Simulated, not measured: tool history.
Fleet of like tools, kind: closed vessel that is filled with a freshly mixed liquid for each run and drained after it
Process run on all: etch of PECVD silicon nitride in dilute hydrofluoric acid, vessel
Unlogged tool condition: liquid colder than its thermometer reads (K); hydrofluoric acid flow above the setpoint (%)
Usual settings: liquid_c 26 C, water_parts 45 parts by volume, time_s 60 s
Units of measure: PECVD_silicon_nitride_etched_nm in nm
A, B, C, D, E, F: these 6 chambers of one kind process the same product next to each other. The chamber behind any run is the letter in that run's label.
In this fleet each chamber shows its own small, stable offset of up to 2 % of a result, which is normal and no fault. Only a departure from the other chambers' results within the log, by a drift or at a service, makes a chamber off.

run,day,liquid_c,water_parts,time_s,hours since the thermometer was replaced,hours since the hydrofluoric acid flow meter was replaced,"read-back film thickness of the PECVD silicon nitride reference wafer, read on the same gauge (nm)",PECVD_silicon_nitride_etched_nm
1C,0.242,26,45,60,904.9,256.8,60.01,7.1242
2A,0.554,26,45,60,793.5,1166.8,60.039,7.1369
3E,0.75,26,45,60,324.7,622.5,60.015,7.1623
4B,1.079,26,45,60,112.6,842,60.004,7.1461
5F,1.404,26,45,60,1218.3,1885.7,59.995,7.2163
6D,1.662,26,45,60,2200.5,384.9,60.016,7.1192
7A,1.912,26,45,60,826.1,1199.4,59.996,7.1325
8C,2.167,26,45,60,951.1,303,59.965,7.0609
9B,2.317,26,45,30,142.3,871.7,59.969,3.5598
10F,2.567,26,45,30,1246.2,1913.6,60.023,3.6197
11D,2.892,26,45,30,2230,414.4,60.05,3.5629
12E,3.167,26,45,30,382.7,680.5,60.049,3.5903
13C,3.429,26,45,30,981.4,333.3,60.027,3.5499
14D,3.729,26,45,30,2250.1,434.5,60.037,3.5901
15E,3.904,26,45,60,400.4,698.2,59.94,7.1429
16B,4.108,26,45,60,185.3,914.7,59.99,7.172
# day 4.196: chamber A: thermometer replaced
17F,4.279,26,45,60,1287.3,1954.7,59.968,7.2154
18A,4.438,26,45,60,5.8,1260,59.965,7.1609
19C,4.617,26,45,60,1009.9,361.8,60.014,7.1072
20D,4.812,26,45,60,2276.1,460.5,60.011,7.222
21E,5.112,26,45,60,429.4,727.2,60.04,7.112
22A,5.346,26,45,60,27.6,1281.8,59.99,7.1305
23B,5.604,26,45,60,221.2,950.6,60.029,7.1961
24F,5.858,26,45,60,1325.2,1992.6,59.994,7.2298
25E,6.162,26,45,60,454.6,752.4,59.997,7.135
26D,6.304,26,45,60,2311.9,496.3,59.96,7.2724
27A,6.446,26,45,60,54,1308.2,59.993,7.1219
28B,6.771,26,30,30,249.2,978.6,59.989,5.2934
29F,7.092,26,30,30,1354.8,2022.2,59.993,5.358
30C,7.242,26,30,30,1072.9,424.8,59.963,5.2985
31B,7.412,26,30,30,264.6,994,60.034,5.2741
32F,7.683,26,30,30,1369,2036.4,59.942,5.379
33C,7.962,26,30,30,1090.2,442.1,59.981,5.301
34E,8.262,26,45,60,505,802.8,59.985,7.1223
35D,8.592,26,45,60,2366.8,551.2,60.036,7.4152
36A,8.825,26,45,60,111.1,1365.3,59.996,7.1397
37D,9.038,29.5,45,60,2377.5,561.9,59.992,9.4296

The same settings go to every chamber for the next run, one line per chamber below. Forecast the results for each:
38A,9.275,26,45,45,,,,?
38B,9.275,26,45,45,,,,?
38C,9.275,26,45,45,,,,?
38D,9.275,26,45,45,,,,?
38E,9.275,26,45,45,,,,?
38F,9.275,26,45,45,,,,?

run,PECVD_silicon_nitride_etched_nm
38A,5.3679
38B,5.379
38C,5.2857
38D,5.5647
38E,5.35
38F,5.4122
